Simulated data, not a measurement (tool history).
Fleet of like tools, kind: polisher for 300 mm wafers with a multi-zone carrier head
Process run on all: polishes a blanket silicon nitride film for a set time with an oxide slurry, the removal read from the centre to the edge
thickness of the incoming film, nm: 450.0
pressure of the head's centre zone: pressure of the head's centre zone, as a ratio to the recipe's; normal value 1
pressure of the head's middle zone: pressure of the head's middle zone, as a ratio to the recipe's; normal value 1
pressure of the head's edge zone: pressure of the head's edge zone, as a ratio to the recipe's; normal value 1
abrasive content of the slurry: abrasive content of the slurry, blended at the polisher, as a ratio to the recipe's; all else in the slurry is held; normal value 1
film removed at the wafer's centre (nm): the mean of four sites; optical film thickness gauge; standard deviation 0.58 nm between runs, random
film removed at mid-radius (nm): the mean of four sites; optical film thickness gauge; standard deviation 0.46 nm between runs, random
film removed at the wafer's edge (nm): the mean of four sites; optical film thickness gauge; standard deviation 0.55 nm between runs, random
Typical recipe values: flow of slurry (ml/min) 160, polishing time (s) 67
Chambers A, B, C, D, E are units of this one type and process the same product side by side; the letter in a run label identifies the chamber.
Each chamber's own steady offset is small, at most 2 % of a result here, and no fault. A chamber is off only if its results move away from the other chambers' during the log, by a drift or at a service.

run,hour,flow of slurry (ml/min),pressure of the head's centre zone,pressure of the head's middle zone,pressure of the head's edge zone,abrasive content of the slurry,polishing time (s),film removed at the wafer's centre (nm),film removed at mid-radius (nm),film removed at the wafer's edge (nm)
1C,8.1,160,1,1,1,1,67,43.028,43.748,42.965
2A,14.3,160,1,1,1,1,67,44.17,42.76,42.757
# hour 16: chamber E: worn pad replaced by a new one
3D,18,160,1,1,1,1,67,43.62,43.435,43.25
# hour 18.9: chamber E: edge zone pressure recalibrated
4B,26.4,160,1,1,1,1,67,43.837,42.847,42.897
5E,32.6,160,1,0.89,1,0.7,67,36.125,33.05,36.136
6D,40.1,160,1,0.89,1,0.7,67,35.491,32.83,36.311
7A,44.4,160,1,0.89,1,0.7,67,36.694,32.985,35.669
8C,52,160,1,0.89,1,0.7,67,35.531,32.174,35.934
9E,56.6,160,1,0.89,1,0.7,67,36.757,32.839,36.363
10B,61.5,135,1,1,1,1,49,30.785,30.053,31.132
11B,66.3,135,1,1,1,1,49,31.62,30.743,30.788
12C,72.3,135,1,1,1,1,49,31.189,30.874,31.106
13E,79.5,135,1,1,1,1,49,30.326,30.765,31.212
# hour 81.6: chamber B: worn pad replaced by a new one
# hour 83.7: chamber E: centre zone pressure recalibrated
14D,85.8,135,1,1,1,1,49,29.998,30.555,31.146
15A,91.3,160,1,1,1,1,67,43.528,42.836,42.809
16E,98.5,160,1,1,1,1,67,42.98,42.973,42.892
17A,105.1,195,1,1,1,0.8,67,40.73,40.367,38.983
18D,109.9,195,1,1,1,0.8,67,39.05,39.406,38.826
19C,114.7,195,1,1,1,0.8,67,40.741,39.744,40.046
20B,118.7,195,1,1,1,0.8,67,40.347,40.492,40.248
21D,125.1,195,1,1,1,0.8,67,38.045,38.519,38.69
22B,129.1,160,1,1,1,1,67,42.229,42.132,42.738
23E,133.8,160,1,1,1,1,67,43.027,43.945,43.004
24A,140.2,160,1,1,1,1,67,43.476,43.009,43.06
25C,145.1,160,1,1,1,1,67,44.189,42.816,44.356
26E,151.3,160,1,1,1,1,67,44.621,43.436,43.335
27C,158.6,160,1,1,1,1,67,43.839,43.844,44.014
# hour 159.3: chamber A: worn pad replaced by a new one
28A,166.9,160,1,1,1,1,67,43.5,43.345,43.428
# hour 168.2: chamber C: worn pad replaced by a new one
29D,171.2,160,1,1,1,1,67,38.329,39.009,39.931
30B,175.3,160,1,1,1,1,67,43.506,43.274,42.866
# hour 177.7: chamber E: slurry nozzle cleaned
31A,181.3,160,1,1,1,1,67,43.7,43.466,42.769
32D,188.7,160,1,1,1,1,67,38.424,38.937,39.509
33C,196.9,160,1,1,1,1,67,43.173,43.388,43.654
34E,204.4,160,1,1,1,1,67,43.833,42.989,42.78

Is one chamber out of step, is the gauge drifting, or do the chambers differ by no more than their own small offsets? For an off chamber, give its letter and the likeliest cause.

Chamber D drifts away from the others.
Most likely cause: removal rate lost through wear of the pad, % = 12.2.
The log may not tell that from: slurry flow missing at the pad, %.

Here are 4 candidates for chamber D's next run, each the usual settings with a change, their results left as question marks. Which one brings its results back in line with what the others give on the usual settings?
To be in line, a result may differ from the other chambers' mean on the usual settings by at most: film removed at the wafer's centre (nm) 2; film removed at mid-radius (nm) 1.6; film removed at the wafer's edge (nm) 1.9
35D-1,210.5,155,0.98,0.99,1.01,0.95,61,?,?,?
35D-2,210.5,160,0.99,1,1,1,64,?,?,?
35D-3,210.5,160,1.01,1,1,1,70,?,?,?
35D-4,210.5,165,1.01,1,1,1.05,74,?,?,?

The mean the other chambers reach with the usual settings: film removed at the wafer's centre (nm) 43.426; film removed at mid-radius (nm) 43.248; film removed at the wafer's edge (nm) 43.024
run,film removed at the wafer's centre (nm),film removed at mid-radius (nm),film removed at the wafer's edge (nm)
35D-1,32.717,33.592,34.46
35D-2,35.787,36.65,36.994
35D-3,39.997,40.081,40.462
35D-4,43.501,43.562,43.91
The answer is 35D-4, which returns the chamber to within the allowed miss of the others.
